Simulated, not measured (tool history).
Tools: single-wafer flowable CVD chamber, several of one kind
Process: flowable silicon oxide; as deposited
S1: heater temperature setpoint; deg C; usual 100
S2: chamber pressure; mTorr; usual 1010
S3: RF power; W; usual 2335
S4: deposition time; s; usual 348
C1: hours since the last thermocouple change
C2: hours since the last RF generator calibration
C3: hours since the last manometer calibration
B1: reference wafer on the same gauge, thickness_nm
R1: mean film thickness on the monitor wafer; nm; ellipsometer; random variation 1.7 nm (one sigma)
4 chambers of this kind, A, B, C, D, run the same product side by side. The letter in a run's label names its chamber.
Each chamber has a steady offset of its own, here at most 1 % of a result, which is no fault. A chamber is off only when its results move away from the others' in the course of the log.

run	hour	S1	S2	S3	S4	C1	C2	C3	B1	R1
1B	10.7	100	1010	2335	348	1324.9	154.9	376.5	303.79	290.57
2D	20.8	100	1010	2335	348	2470	1382	435.2	303.93	291.66
3A	28.4	100	1010	2335	348	323.5	204	929.2	304.34	294.13
4C	36.3	100	1010	2335	348	896.4	523.6	885.3	303.73	292.26
5C	42.8	100	1250	2335	299	902.9	530.1	891.8	304.09	321.18
6B	49.3	100	1250	2335	299	1363.5	193.5	415.1	303.97	318.28
7D	59.7	100	1250	2335	299	2508.9	1420.9	474.1	304.33	322.11
8A	68.8	100	1250	2335	299	363.9	244.4	969.6	304.07	314.56
9B	74.8	100	1010	2335	348	1389	219	440.6	304.08	289.81
10A	83.4	100	1010	2335	348	378.5	259	984.2	304.06	292.64
11C	95.1	100	1010	2335	348	955.2	582.4	944.1	304.19	294.57
12D	101.9	100	1010	2335	348	2551.1	1463.1	516.3	304.24	291.4
# hour 104.4: chamber D: RF generator calibrated
13B	107.9	100	1010	2335	348	1422.1	252.1	473.7	303.68	290.72
14D	115	89	1140	2335	348	2564.2	10.7	529.4	303.95	479.14
15A	120.9	89	1140	2335	348	416	296.5	1021.7	303.69	482.3
16C	130.9	89	1140	2335	348	991	618.2	979.9	303.96	485.88
17C	140	89	1140	2335	348	1000.1	627.3	989	304.39	485.33
18A	148.5	100	1010	2335	348	443.6	324.1	1049.3	304.3	290.36
19D	159.6	100	1010	2335	348	2608.8	55.3	574	303.88	292.86
20B	165.5	100	1010	2335	348	1479.7	309.7	531.3	304.05	289.11
21C	170.9	100	1010	2335	348	1031	658.2	1019.9	303.73	291.03
22D	179.8	100	1010	2335	348	2629	75.5	594.2	303.55	290.98
23A	188.5	100	1120	2335	401	483.6	364.1	1089.3	303.53	376.59
24B	193.8	100	1120	2335	401	1508	338	559.6	303.82	377.87
25B	201	100	1120	2335	401	1515.2	345.2	566.8	304.21	376.46
26C	207.4	100	1120	2335	401	1067.5	694.7	1056.4	304.05	377.63
27D	213.1	100	1010	2335	348	2662.3	108.8	627.5	304.3	293
28A	220.3	100	1010	2335	348	515.4	395.9	1121.1	303.75	290.77
29A	227.5	100	1010	2335	348	522.6	403.1	1128.3	304.35	293.44
30D	233.3	100	1010	2335	348	2682.5	129	647.7	303.87	289.6
31B	240.9	100	1010	2335	348	1555.1	385.1	606.7	303.71	293.55
32C	247.2	100	1010	2740	317	1107.3	734.5	1096.2	304.3	270.98
33D	254.7	100	1010	2740	317	2703.9	150.4	669.1	303.65	272.44
34C	266.9	100	1010	2740	317	1127	754.2	1115.9	304.17	275.34
35A	276.6	100	1010	2740	317	571.7	452.2	1177.4	303.88	267.8
36B	283	100	1010	2335	348	1597.2	427.2	648.8	304.14	292.95
# hour 287.7: chamber D: thermocouple changed; heater temperature recalibrated
37D	288.3	100	1010	2335	348	0.7	184	702.7	304.33	290.72
38B	299.9	100	1010	2335	348	1614.1	444.1	665.7	304.24	292.49
39C	310.1	100	1010	2335	348	1170.2	797.4	1159.1	304.51	292.43

All 4 chambers run these settings next. Forecast each chamber's results:
40A	318.8	100	1010	2335	348					?
40B	318.8	100	1010	2335	348					?
40C	318.8	100	1010	2335	348					?
40D	318.8	100	1010	2335	348					?

run	R1
40A	291.71
40B	290.91
40C	297.1
40D	292

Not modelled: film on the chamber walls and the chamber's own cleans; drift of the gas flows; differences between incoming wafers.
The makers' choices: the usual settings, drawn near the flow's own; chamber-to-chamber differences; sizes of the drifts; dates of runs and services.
